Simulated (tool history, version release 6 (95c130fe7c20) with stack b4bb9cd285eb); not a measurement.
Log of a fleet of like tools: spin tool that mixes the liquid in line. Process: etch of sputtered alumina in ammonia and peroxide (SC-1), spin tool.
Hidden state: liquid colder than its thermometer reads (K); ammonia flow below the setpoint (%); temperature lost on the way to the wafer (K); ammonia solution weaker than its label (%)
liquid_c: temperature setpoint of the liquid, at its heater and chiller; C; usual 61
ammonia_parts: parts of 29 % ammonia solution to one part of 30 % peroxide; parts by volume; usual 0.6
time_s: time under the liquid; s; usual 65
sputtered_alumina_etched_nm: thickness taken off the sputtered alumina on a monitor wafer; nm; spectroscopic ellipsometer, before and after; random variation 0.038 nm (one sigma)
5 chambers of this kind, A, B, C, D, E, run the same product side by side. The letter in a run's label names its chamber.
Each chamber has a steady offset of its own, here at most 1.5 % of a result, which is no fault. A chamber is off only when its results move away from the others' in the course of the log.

run	hour	liquid_c	ammonia_parts	time_s	hours since the thermometer was replaced	hours since the ammonia flow meter was replaced	hours since the heated supply line was repaired	hours since the drum of ammonia solution was connected	read-back film thickness of the sputtered alumina reference wafer, read on the same gauge (nm)	sputtered_alumina_etched_nm
1C	8.8	61	0.6	65	23	130.6	381.1	248.9	130.03	5.4035
2E	13.8	61	0.6	65	389	341.2	3171.9	371.2	130.01	5.3478
3A	19.3	61	0.6	65	241.8	121.7	655	958.8	130.01	5.2329
4B	24.3	61	0.6	65	635.6	296.5	2009.2	200.2	129.95	5.3162
5D	32.9	57	0.4	65	144.2	486.1	3113.4	34.6	130.01	4.1005
6E	40.3	57	0.4	65	415.5	367.7	3198.4	397.7	129.96	4.1253
7C	47	57	0.4	65	61.2	168.8	419.3	287.1	130	4.1851
8A	53.3	57	0.4	65	275.8	155.7	689	992.8	129.98	4.1949
9D	60.8	57	0.4	65	172.1	514	3141.3	62.5	130.02	4.1606
10B	65.1	61	0.6	65	676.4	337.3	2050	241	130.02	5.3052
11C	74.7	61	0.6	65	88.9	196.5	447	314.8	130.03	5.3169
12B	81.5	61	0.6	65	692.8	353.7	2066.4	257.4	130.02	5.281
13A	86.7	61	0.6	65	309.2	189.1	722.4	1026.2	129.95	5.2861
14D	94.3	61	0.6	65	205.6	547.5	3174.8	96	130.05	5.2654
15E	101.6	61	0.6	65	476.8	429	3259.7	459	130	5.3334
16C	108.6	61	0.6	65	122.8	230.4	480.9	348.7	130	5.3123
17D	117.1	61	0.6	65	228.4	570.3	3197.6	118.8	130.05	5.2552
18E	123.6	61	0.6	65	498.8	451	3281.7	481	130	5.37
19A	132	61	0.6	65	354.5	234.4	767.7	1071.5	130.01	5.2652
# hour 134.1: chamber E: thermometer replaced
20B	140.3	61	0.6	65	751.6	412.5	2125.2	316.2	130.02	5.2164
21D	148.2	61	0.6	65	259.5	601.4	3228.7	149.9	130	5.2786
# hour 153.7: chamber E: new drum of ammonia solution connected
22C	154	61	0.6	65	168.2	275.8	526.3	394.1	130.01	5.2684
23B	160.8	61	0.6	65	772.1	433	2145.7	336.7	129.97	5.2176
24E	169.7	61	0.6	65	35.6	497.1	3327.8	16.1	129.99	5.2878
25A	174.3	54.5	0.6	65	396.8	276.7	810	1113.8	130.03	3.7823
26E	183.2	54.5	0.6	65	49.1	510.6	3341.3	29.6	130.03	3.8485
27C	188.9	54.5	0.6	65	203.1	310.7	561.2	429	129.98	3.7877
28B	194	54.5	0.6	65	805.3	466.2	2178.9	369.9	129.96	3.6488
29D	201.8	54.5	0.6	65	313.1	655	3282.3	203.5	130	3.7587
30A	211.4	61	0.6	65	433.9	313.8	847.1	1150.9	129.99	5.3294
31A	217.3	61	0.6	65	439.8	319.7	853	1156.8	129.99	5.293
32D	226.2	61	0.6	65	337.5	679.4	3306.7	227.9	130.05	5.2599
33E	230.4	61	0.6	65	96.3	557.8	3388.5	76.8	130.01	5.4114
34C	237.1	61	0.6	65	251.3	358.9	609.4	477.2	130.02	5.3638
35B	245.3	61	0.6	65	856.6	517.5	2230.2	421.2	130.02	5.0867
# hour 250.8: chamber E: heated supply line repaired
36C	252.9	61	0.6	65	267.1	374.7	625.2	493	129.92	5.2625
37E	257.7	61	0.45	30	123.6	585.1	6.9	104.1	130.03	2.4295
38B	267.5	61	0.45	30	878.8	539.7	2252.4	443.4	129.98	2.2547
39D	275.7	61	0.45	30	387	728.9	3356.2	277.4	129.97	2.3357
40A	281.2	61	0.45	30	503.7	383.6	916.9	1220.7	130.03	2.3642
41C	289.8	61	0.45	30	304	411.6	662.1	529.9	130	2.3691
42B	298	61	0.35	100	909.3	570.2	2282.9	473.9	129.97	7.3544
# hour 301.1: chamber A: new drum of ammonia solution connected
43A	307.8	61	0.35	100	530.3	410.2	943.5	6.8	130.01	7.819
44E	315.2	61	0.35	100	181.1	642.6	64.4	161.6	130.03	7.7971

Next, every chamber runs the same settings. What will each give?
45A	322.3	61	0.6	65						?
45B	322.3	61	0.6	65						?
45C	322.3	61	0.6	65						?
45D	322.3	61	0.6	65						?
45E	322.3	61	0.6	65						?

run	sputtered_alumina_etched_nm
45A	5.2879
45B	4.9506
45C	5.2797
45D	5.2933
45E	5.3803
